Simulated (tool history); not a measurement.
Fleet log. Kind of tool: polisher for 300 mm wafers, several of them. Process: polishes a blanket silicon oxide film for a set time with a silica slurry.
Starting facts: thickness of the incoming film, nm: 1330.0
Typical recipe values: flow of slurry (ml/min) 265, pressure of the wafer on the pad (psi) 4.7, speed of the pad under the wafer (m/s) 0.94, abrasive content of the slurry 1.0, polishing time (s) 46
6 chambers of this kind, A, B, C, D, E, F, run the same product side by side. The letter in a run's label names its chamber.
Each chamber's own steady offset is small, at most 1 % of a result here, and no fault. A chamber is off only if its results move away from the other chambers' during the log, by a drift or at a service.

run   hour  flow of slurry (ml/min)  pressure of the wafer on the pad (psi)  speed of the pad under the wafer (m/s)  abrasive content of the slurry  polishing time (s)  wafers polished on this pad  hours since the slurry nozzle was cleaned  hours since the head pressure was calibrated  hours since the slurry blender was calibrated  hours since the conditioning disc was replaced  film removed (angstrom)
       6.7  -- chamber E: slurry blender recalibrated
       6.9  -- chamber C: worn pad replaced by a new one
 1D    7.9                      265                                     4.7                                    0.94                             1.0                  46                          256                                      541.2                                         980.2                                           75.0                                           393.2                   1269.9
 2C   15.8                      265                                     4.7                                    0.94                             1.0                  46                           73                                      451.4                                         266.7                                           43.5                                           160.2                   1281.1
 3B   23.4                      265                                     4.7                                    0.94                             1.0                  46                          783                                      224.4                                         489.8                                          263.7                                           475.7                   1278.2
      26.9  -- chamber F: slurry blender recalibrated
 4F   31.6                      265                                     4.7                                    0.94                             1.0                  46                          509                                      248.7                                         293.9                                            4.8                                            77.2                   1284.0
 5E   35.6                      215                                     4.7                                    0.94                             0.8                  46                          469                                      132.2                                         224.3                                           28.9                                           156.6                   1090.5
 6A   42.1                      215                                     4.7                                    0.94                             0.8                  46                          415                                      314.9                                         493.8                                          390.4                                            66.8                   1113.9
      43.5  -- chamber B: slurry nozzle cleaned
 7B   47.1                      215                                     4.7                                    0.94                             0.8                  46                          977                                        3.7                                         513.5                                          287.4                                           499.4                   1121.8
      48.4  -- chamber C: head pressure recalibrated
 8E   52.6                      215                                     4.7                                    0.94                             0.8                  46                          608                                      149.2                                         241.3                                           45.9                                           173.6                   1107.3
 9A   58.0                      215                                     4.7                                    0.94                             0.8                  46                          545                                      330.8                                         509.7                                          406.3                                            82.7                   1140.1
10D   62.6                      215                                     4.7                                    0.94                             0.8                  46                          703                                      595.9                                        1034.9                                          129.7                                           447.9                   1096.1
      67.6  -- chamber B: conditioning disc replaced and pad reconditioned
11F   71.4                      265                                     4.7                                    0.94                             1.0                  46                          834                                      288.5                                         333.7                                           44.6                                           117.0                   1277.2
      73.4  -- chamber A: slurry blender recalibrated
12C   78.9                      265                                     4.7                                    0.94                             1.0                  46                          589                                      514.5                                          30.6                                          106.6                                           223.3                   1285.7
      79.0  -- chamber C: conditioning disc replaced and pad reconditioned
13A   85.2                      265                                     4.7                                    0.94                             1.0                  46                          767                                      358.0                                         536.9                                           11.8                                           109.9                   1277.5
      85.8  -- chamber C: worn pad replaced by a new one
14B   90.9                      265                                     4.7                                    0.94                             1.0                  46                         1335                                       47.5                                         557.3                                          331.2                                            23.3                   1269.7
15E   99.2                      265                                     4.7                                    0.94                             1.0                  46                          989                                      195.8                                         287.9                                           92.5                                           220.2                   1262.4
16F  104.3                      265                                     4.7                                    0.94                             1.0                  46                         1103                                      321.4                                         366.6                                           77.5                                           149.9                   1245.0
     108.0  -- chamber E: worn pad replaced by a new one
17D  109.8                      265                                     4.7                                    0.94                             1.0                  46                         1089                                      643.1                                        1082.1                                          176.9                                           495.1                   1259.3
     110.8  -- chamber E: slurry blender recalibrated
     112.4  -- chamber E: slurry nozzle cleaned
18C  116.6                      265                                     4.7                                    0.94                             1.0                  46                          252                                      552.2                                          68.3                                          144.3                                            37.7                   1281.0
     119.4  -- chamber A: worn pad replaced by a new one
     120.3  -- chamber B: worn pad replaced by a new one
     121.7  -- chamber F: slurry blender recalibrated
19D  125.2                      265                                     4.7                                    0.94                             1.0                  46                         1215                                      658.5                                        1097.5                                          192.3                                           510.5                   1271.7
20B  130.1                      265                                     4.7                                    0.94                             1.0                  46                           80                                       86.7                                         596.5                                          370.4                                            62.5                   1273.5
     130.8  -- chamber E: head pressure recalibrated
     136.4  -- chamber B: slurry blender recalibrated
21E  136.5                      265                                     4.7                                    0.94                             1.0                  46                          233                                       24.1                                           5.7                                           25.8                                           257.5                   1253.2
22A  141.7                      265                                     4.7                                    0.94                             1.0                  46                          182                                      414.5                                         593.4                                           68.3                                           166.4                   1284.9
     144.4  -- chamber A: conditioning disc replaced and pad reconditioned
     144.7  -- chamber D: conditioning disc replaced and pad reconditioned
     148.5  -- chamber D: slurry blender recalibrated
23C  148.9                      265                                     4.7                                    0.94                             1.0                  46                          516                                      584.5                                         100.6                                          176.6                                            70.0                   1276.3
24F  152.8                      265                                     4.7                                    1.08                             1.0                  46                         1499                                      369.9                                         415.1                                           31.1                                           198.4                   1362.9
     154.0  -- chamber D: worn pad replaced by a new one
25F  156.9                      265                                     4.7                                    1.08                             1.0                  46                         1533                                      374.0                                         419.2                                           35.2                                           202.5                   1363.7
26B  160.8                      265                                     4.7                                    1.08                             1.0                  46                          331                                      117.4                                         627.2                                           24.5                                            93.2                   1421.0
27D  167.5                      265                                     4.7                                    1.08                             1.0                  46                          110                                      700.8                                        1139.8                                           19.1                                            22.8                   1427.3
28E  172.1                      265                                     4.7                                    1.08                             1.0                  46                          524                                       59.7                                          41.3                                           61.4                                           293.1                   1414.7
29C  179.2                      265                                     4.7                                    1.08                             1.0                  46                          764                                      614.8                                         130.9                                          206.9                                           100.3                   1413.5
     180.9  -- chamber C: worn pad replaced by a new one
     185.9  -- chamber F: conditioning disc replaced and pad reconditioned
30A  186.0                      265                                     4.7                                    0.94                             1.0                  46                          544                                      458.8                                         637.7                                          112.6                                            41.7                   1273.1
31D  194.4                      325                                     4.7                                    0.94                             1.0                  46                          330                                      727.7                                        1166.7                                           46.0                                            49.7                   1287.4
32F  198.5                      325                                     4.7                                    0.94                             1.0                  46                         1873                                      415.6                                         460.8                                           76.8                                            12.7                   1236.5
33C  205.2                      325                                     4.7                                    0.94                             1.0                  46                          198                                      640.8                                         156.9                                          232.9                                           126.3                   1289.3
34E  209.6                      325                                     4.7                                    0.94                             1.0                  46                          831                                       97.2                                          78.8                                           98.9                                           330.6                   1302.4
35B  215.5                      325                                     4.7                                    0.94                             1.0                  46                          779                                      172.1                                         681.9                                           79.2                                           147.9                   1300.4
     220.0  -- chamber E: slurry blender recalibrated
36A  221.0                      325                                     4.7                                    0.94                             1.0                  46                          830                                      493.8                                         672.7                                          147.6                                            76.7                   1295.8
37B  229.0                      265                                     4.7                                    0.94                             1.0                  46                          889                                      185.6                                         695.4                                           92.7                                           161.4                   1260.8
     230.8  -- chamber E: worn pad replaced by a new one
38E  233.3                      265                                     4.7                                    0.94                             1.0                  46                           21                                      120.9                                         102.5                                           13.3                                           354.3                   1253.4
39A  238.3                      265                                     4.7                                    0.94                             1.0                  46                          972                                      511.1                                         690.0                                          164.9                                            94.0                   1264.8

Next, all 6 chambers run the settings below, one line each with question marks for the results. What does each chamber give?
40A  244.7                      265                                     4.7                                    0.94                             1.0                  46                                                                                                                                                                                                                                             ?
40B  244.7                      265                                     4.7                                    0.94                             1.0                  46                                                                                                                                                                                                                                             ?
40C  244.7                      265                                     4.7                                    0.94                             1.0                  46                                                                                                                                                                                                                                             ?
40D  244.7                      265                                     4.7                                    0.94                             1.0                  46                                                                                                                                                                                                                                             ?
40E  244.7                      265                                     4.7                                    0.94                             1.0                  46                                                                                                                                                                                                                                             ?
40F  244.7                      265                                     4.7                                    0.94                             1.0                  46                                                                                                                                                                                                                                             ?

run  film removed (angstrom)
40A                   1264.5
40B                   1276.9
40C                   1274.7
40D                   1255.0
40E                   1270.5
40F                   1181.4
